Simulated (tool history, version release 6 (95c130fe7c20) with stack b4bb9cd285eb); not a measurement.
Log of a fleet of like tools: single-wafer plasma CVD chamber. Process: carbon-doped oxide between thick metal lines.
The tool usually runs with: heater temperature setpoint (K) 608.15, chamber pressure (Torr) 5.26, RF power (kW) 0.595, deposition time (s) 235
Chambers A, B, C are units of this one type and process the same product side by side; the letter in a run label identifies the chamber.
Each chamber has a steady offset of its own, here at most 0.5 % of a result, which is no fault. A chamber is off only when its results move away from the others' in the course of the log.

| run | hour | heater temperature setpoint (K) | chamber pressure (Torr) | RF power (kW) | deposition time (s) | read-back reference wafer on the same gauge, thickness_nm | mean film thickness on the monitor wafer (angstrom) |
|---|---|---|---|---|---|---|---|
| 1B | 7.2 | 608.15 | 5.26 | 0.595 | 235 | 1489.8 | 13829 |
| 2C | 14.9 | 608.15 | 5.26 | 0.595 | 235 | 1489.1 | 13543 |
| 3A | 22 | 608.15 | 5.26 | 0.595 | 235 | 1488.3 | 13761 |
| 4C | 31.6 | 608.15 | 5.26 | 0.595 | 235 | 1488.4 | 13679 |
| 5B | 40.9 | 608.15 | 5.26 | 0.595 | 235 | 1487.9 | 13810 |
| 6A | 47.6 | 608.15 | 5.26 | 0.595 | 235 | 1490.4 | 13812 |
| 7B | 53.1 | 608.15 | 5.26 | 0.595 | 235 | 1489.1 | 13739 |
| 8A | 62.2 | 608.15 | 5.26 | 0.595 | 235 | 1489.7 | 13765 |
|  | 67.9 | chamber A: thermocouple changed; heater temperature recalibrated |
| 9C | 72.8 | 608.15 | 5.26 | 0.595 | 235 | 1489.2 | 13740 |
| 10A | 80.6 | 608.15 | 5.26 | 0.595 | 235 | 1487.3 | 13868 |
|  | 85.6 | chamber C: capacitance manometer re-zeroed and calibrated |
| 11B | 92.3 | 608.15 | 5.26 | 0.595 | 235 | 1489.9 | 13803 |
| 12C | 100.8 | 608.15 | 5.26 | 0.595 | 235 | 1491.3 | 13765 |
| 13A | 107.9 | 608.15 | 5.26 | 0.545 | 235 | 1488.6 | 12924 |
| 14B | 118 | 608.15 | 5.26 | 0.545 | 235 | 1490.4 | 13142 |
| 15C | 127.3 | 608.15 | 5.26 | 0.545 | 235 | 1491 | 13155 |
| 16B | 134.5 | 608.15 | 5.26 | 0.595 | 235 | 1490.8 | 13855 |
| 17C | 140.1 | 608.15 | 5.26 | 0.595 | 235 | 1487.2 | 13863 |
| 18A | 149.5 | 608.15 | 5.26 | 0.595 | 235 | 1486.8 | 13797 |
| 19B | 158.9 | 608.15 | 5.26 | 0.595 | 235 | 1490.2 | 13874 |
| 20A | 168.6 | 608.15 | 5.26 | 0.595 | 235 | 1489.6 | 13752 |
| 21C | 175.8 | 608.15 | 5.26 | 0.595 | 235 | 1490 | 13774 |
| 22C | 181.8 | 608.15 | 5.26 | 0.595 | 235 | 1491 | 13635 |
| 23A | 189.4 | 608.15 | 5.26 | 0.595 | 235 | 1489 | 13792 |
| 24B | 198.6 | 608.15 | 5.26 | 0.595 | 235 | 1489.9 | 13758 |
| 25A | 209.4 | 619.15 | 5.26 | 0.595 | 235 | 1488.6 | 13319 |
| 26B | 218.5 | 619.15 | 5.26 | 0.595 | 235 | 1489 | 13325 |
| 27C | 227.5 | 619.15 | 5.26 | 0.595 | 235 | 1491.9 | 13383 |
|  | 234.1 | chamber B: capacitance manometer re-zeroed and calibrated |
| 28C | 235.7 | 608.15 | 5.26 | 0.595 | 235 | 1489.6 | 13915 |
| 29B | 245.9 | 608.15 | 5.26 | 0.595 | 235 | 1488.9 | 14047 |
| 30A | 254.8 | 608.15 | 5.26 | 0.595 | 235 | 1491.4 | 13798 |
| 31B | 263.4 | 608.15 | 5.26 | 0.595 | 235 | 1486.9 | 13884 |
| 32C | 273.3 | 608.15 | 5.26 | 0.595 | 235 | 1490 | 13764 |
| 33A | 279.7 | 608.15 | 5.26 | 0.595 | 235 | 1492.4 | 13737 |
| 34A | 286.6 | 608.15 | 5.26 | 0.595 | 235 | 1489.5 | 13599 |
| 35B | 292.7 | 608.15 | 5.26 | 0.595 | 235 | 1489.9 | 13869 |

The same settings go to every chamber for the next run, one line per chamber below. Forecast the results for each:
| 36A | 301.3 | 608.15 | 5.26 | 0.7 | 235 |  | ? |
| 36B | 301.3 | 608.15 | 5.26 | 0.7 | 235 |  | ? |
| 36C | 301.3 | 608.15 | 5.26 | 0.7 | 235 |  | ? |

| run | mean film thickness on the monitor wafer (angstrom) |
|---|---|
| 36A | 15159 |
| 36B | 15223 |
| 36C | 15260 |
